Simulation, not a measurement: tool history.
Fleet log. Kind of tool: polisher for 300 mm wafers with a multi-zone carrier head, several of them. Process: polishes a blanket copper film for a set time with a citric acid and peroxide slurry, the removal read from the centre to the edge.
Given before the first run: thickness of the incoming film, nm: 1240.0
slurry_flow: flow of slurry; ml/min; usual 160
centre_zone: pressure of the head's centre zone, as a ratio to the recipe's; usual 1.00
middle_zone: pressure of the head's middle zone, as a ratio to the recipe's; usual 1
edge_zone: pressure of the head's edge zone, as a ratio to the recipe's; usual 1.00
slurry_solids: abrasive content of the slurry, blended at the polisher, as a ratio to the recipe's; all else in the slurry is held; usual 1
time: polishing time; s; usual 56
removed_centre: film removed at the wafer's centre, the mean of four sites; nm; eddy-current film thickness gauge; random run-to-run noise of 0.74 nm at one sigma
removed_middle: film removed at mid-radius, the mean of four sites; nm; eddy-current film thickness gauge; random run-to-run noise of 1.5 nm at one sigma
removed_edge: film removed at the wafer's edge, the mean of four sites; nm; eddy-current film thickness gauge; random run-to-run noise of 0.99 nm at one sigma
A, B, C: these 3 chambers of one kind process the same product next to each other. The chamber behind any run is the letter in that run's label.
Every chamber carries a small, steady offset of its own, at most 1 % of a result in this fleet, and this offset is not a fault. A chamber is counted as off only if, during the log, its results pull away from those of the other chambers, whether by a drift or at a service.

{"run": "1B", "hour": 6.3, "slurry_flow": 160, "centre_zone": 1.0, "middle_zone": 1, "edge_zone": 1.0, "slurry_solids": 1, "time": 56, "removed_centre": 106.68, "removed_middle": 104.03, "removed_edge": 106.07}
{"hour": 12.6, "done": "chamber B: worn pad replaced by a new one"}
{"run": "2C", "hour": 18.5, "slurry_flow": 160, "centre_zone": 1.0, "middle_zone": 1, "edge_zone": 1.0, "slurry_solids": 1, "time": 56, "removed_centre": 106.66, "removed_middle": 107.63, "removed_edge": 105.28}
{"hour": 24.9, "done": "chamber B: edge zone pressure recalibrated"}
{"run": "3A", "hour": 29.0, "slurry_flow": 160, "centre_zone": 1.0, "middle_zone": 1, "edge_zone": 1.0, "slurry_solids": 1, "time": 56, "removed_centre": 106.35, "removed_middle": 106.76, "removed_edge": 105.5}
{"hour": 34.3, "done": "chamber B: centre zone pressure recalibrated"}
{"run": "4B", "hour": 39.3, "slurry_flow": 160, "centre_zone": 1.0, "middle_zone": 1, "edge_zone": 1.0, "slurry_solids": 1, "time": 56, "removed_centre": 106.88, "removed_middle": 103.09, "removed_edge": 106.4}
{"hour": 47.3, "done": "chamber A: centre zone pressure recalibrated"}
{"run": "5A", "hour": 49.4, "slurry_flow": 160, "centre_zone": 1.0, "middle_zone": 1, "edge_zone": 1.0, "slurry_solids": 1, "time": 56, "removed_centre": 105.68, "removed_middle": 109.13, "removed_edge": 107.17}
{"hour": 53.2, "done": "chamber C: edge zone pressure recalibrated"}
{"run": "6C", "hour": 60.5, "slurry_flow": 160, "centre_zone": 1.0, "middle_zone": 1, "edge_zone": 1.0, "slurry_solids": 1, "time": 56, "removed_centre": 105.99, "removed_middle": 107.16, "removed_edge": 107.68}
{"run": "7A", "hour": 72.2, "slurry_flow": 160, "centre_zone": 1.0, "middle_zone": 1, "edge_zone": 1.0, "slurry_solids": 1, "time": 56, "removed_centre": 106.26, "removed_middle": 107.23, "removed_edge": 106.31}
{"run": "8B", "hour": 78.8, "slurry_flow": 160, "centre_zone": 1.0, "middle_zone": 1, "edge_zone": 1.0, "slurry_solids": 1, "time": 56, "removed_centre": 105.95, "removed_middle": 102.98, "removed_edge": 106.71}
{"run": "9C", "hour": 93.2, "slurry_flow": 160, "centre_zone": 1.0, "middle_zone": 1, "edge_zone": 1.0, "slurry_solids": 1, "time": 68, "removed_centre": 126.03, "removed_middle": 129.48, "removed_edge": 127.79}
{"run": "10C", "hour": 104.6, "slurry_flow": 160, "centre_zone": 1.0, "middle_zone": 1, "edge_zone": 1.0, "slurry_solids": 1, "time": 68, "removed_centre": 128.53, "removed_middle": 132.91, "removed_edge": 129.91}
{"hour": 111.0, "done": "chamber C: slurry nozzle cleaned"}
{"run": "11B", "hour": 112.3, "slurry_flow": 160, "centre_zone": 1.0, "middle_zone": 1, "edge_zone": 1.0, "slurry_solids": 1, "time": 68, "removed_centre": 128.44, "removed_middle": 129.32, "removed_edge": 130.88}
{"run": "12A", "hour": 125.8, "slurry_flow": 140, "centre_zone": 1.0, "middle_zone": 1, "edge_zone": 1.0, "slurry_solids": 1, "time": 56, "removed_centre": 103.64, "removed_middle": 104.99, "removed_edge": 105.98}
{"hour": 132.8, "done": "chamber C: worn pad replaced by a new one"}
{"run": "13B", "hour": 135.5, "slurry_flow": 140, "centre_zone": 1.0, "middle_zone": 1, "edge_zone": 1.0, "slurry_solids": 1, "time": 56, "removed_centre": 103.81, "removed_middle": 102.47, "removed_edge": 104.31}
{"run": "14C", "hour": 146.7, "slurry_flow": 140, "centre_zone": 1.0, "middle_zone": 1, "edge_zone": 1.0, "slurry_solids": 1, "time": 56, "removed_centre": 99.732, "removed_middle": 106.2, "removed_edge": 105.11}
{"run": "15A", "hour": 159.6, "slurry_flow": 160, "centre_zone": 1.0, "middle_zone": 1, "edge_zone": 1.0, "slurry_solids": 1, "time": 56, "removed_centre": 105.31, "removed_middle": 103.03, "removed_edge": 105.86}
{"run": "16C", "hour": 170.1, "slurry_flow": 160, "centre_zone": 1.0, "middle_zone": 1, "edge_zone": 1.0, "slurry_solids": 1, "time": 56, "removed_centre": 100.79, "removed_middle": 106.99, "removed_edge": 107.36}
{"run": "17B", "hour": 177.5, "slurry_flow": 160, "centre_zone": 1.0, "middle_zone": 1, "edge_zone": 1.0, "slurry_solids": 1, "time": 56, "removed_centre": 106.62, "removed_middle": 103.76, "removed_edge": 107.08}
{"hour": 179.9, "done": "chamber B: worn pad replaced by a new one"}
{"run": "18A", "hour": 187.0, "slurry_flow": 160, "centre_zone": 1.0, "middle_zone": 1, "edge_zone": 1.0, "slurry_solids": 1, "time": 56, "removed_centre": 105.19, "removed_middle": 107.58, "removed_edge": 106.87}
{"hour": 192.3, "done": "chamber A: worn pad replaced by a new one"}
{"run": "19C", "hour": 195.0, "slurry_flow": 160, "centre_zone": 1.0, "middle_zone": 1, "edge_zone": 1.0, "slurry_solids": 1, "time": 56, "removed_centre": 100.9, "removed_middle": 105.02, "removed_edge": 106.33}
{"run": "20B", "hour": 208.9, "slurry_flow": 160, "centre_zone": 0.96, "middle_zone": 1, "edge_zone": 1.05, "slurry_solids": 1, "time": 56, "removed_centre": 101.1, "removed_middle": 102.03, "removed_edge": 109.75}
{"run": "21A", "hour": 217.8, "slurry_flow": 160, "centre_zone": 0.96, "middle_zone": 1, "edge_zone": 1.05, "slurry_solids": 1, "time": 56, "removed_centre": 102.14, "removed_middle": 108.88, "removed_edge": 109.54}
{"run": "22C", "hour": 229.2, "slurry_flow": 160, "centre_zone": 0.96, "middle_zone": 1, "edge_zone": 1.05, "slurry_solids": 1, "time": 56, "removed_centre": 95.203, "removed_middle": 105.3, "removed_edge": 109.93}
{"run": "23A", "hour": 236.1, "slurry_flow": 160, "centre_zone": 1.0, "middle_zone": 1, "edge_zone": 1.0, "slurry_solids": 1, "time": 56, "removed_centre": 105.4, "removed_middle": 107.92, "removed_edge": 106.2}
{"run": "24B", "hour": 243.1, "slurry_flow": 160, "centre_zone": 1.0, "middle_zone": 1, "edge_zone": 1.0, "slurry_solids": 1, "time": 56, "removed_centre": 105.65, "removed_middle": 105.61, "removed_edge": 107.37}
{"run": "25B", "hour": 253.7, "slurry_flow": 160, "centre_zone": 1.0, "middle_zone": 1, "edge_zone": 1.0, "slurry_solids": 1, "time": 56, "removed_centre": 105.97, "removed_middle": 104.44, "removed_edge": 106.01}

What goes on in this fleet: one chamber off, a drifting gauge, or nothing beyond the chambers' own small offsets? Name the chamber and the cause, if any.

Little by little, chamber C moves away from the other chambers.
Likeliest cause: centre zone's pressure below its setpoint, % = 6.5.

Which of the 4 candidates below, each the usual settings with something changed and its results left as question marks, puts chamber C back in line with what the other chambers give on the usual settings?
In line here means within this much of the mean the other chambers give on the usual settings: removed_centre 2.600 nm; removed_middle 5.30 nm; removed_edge 3.50 nm
{"run": "26C-1", "hour": 264.0, "slurry_flow": 160, "centre_zone": 1.02, "middle_zone": 0.99, "edge_zone": 1.0, "slurry_solids": 1, "time": 56, "removed_centre": "?", "removed_middle": "?", "removed_edge": "?"}
{"run": "26C-2", "hour": 264.0, "slurry_flow": 160, "centre_zone": 0.98, "middle_zone": 1.01, "edge_zone": 1.0, "slurry_solids": 1, "time": 56, "removed_centre": "?", "removed_middle": "?", "removed_edge": "?"}
{"run": "26C-3", "hour": 264.0, "slurry_flow": 155, "centre_zone": 0.95, "middle_zone": 1.02, "edge_zone": 1.01, "slurry_solids": 1, "time": 56, "removed_centre": "?", "removed_middle": "?", "removed_edge": "?"}
{"run": "26C-4", "hour": 264.0, "slurry_flow": 165, "centre_zone": 1.06, "middle_zone": 0.98, "edge_zone": 0.99, "slurry_solids": 1, "time": 56, "removed_centre": "?", "removed_middle": "?", "removed_edge": "?"}

The other chambers' mean on the usual settings: removed_centre 105.890 nm; removed_middle 106.12 nm; removed_edge 106.79 nm
run=26C-1 removed_centre=101.030 removed_middle=105.27 removed_edge=106.19
run=26C-2 removed_centre=96.674 removed_middle=107.26 removed_edge=106.16
run=26C-3 removed_centre=92.788 removed_middle=107.63 removed_edge=106.25
run=26C-4 removed_centre=106.050 removed_middle=104.84 removed_edge=106.07
The answer is 26C-4, which returns the chamber to within the allowed miss of the others.

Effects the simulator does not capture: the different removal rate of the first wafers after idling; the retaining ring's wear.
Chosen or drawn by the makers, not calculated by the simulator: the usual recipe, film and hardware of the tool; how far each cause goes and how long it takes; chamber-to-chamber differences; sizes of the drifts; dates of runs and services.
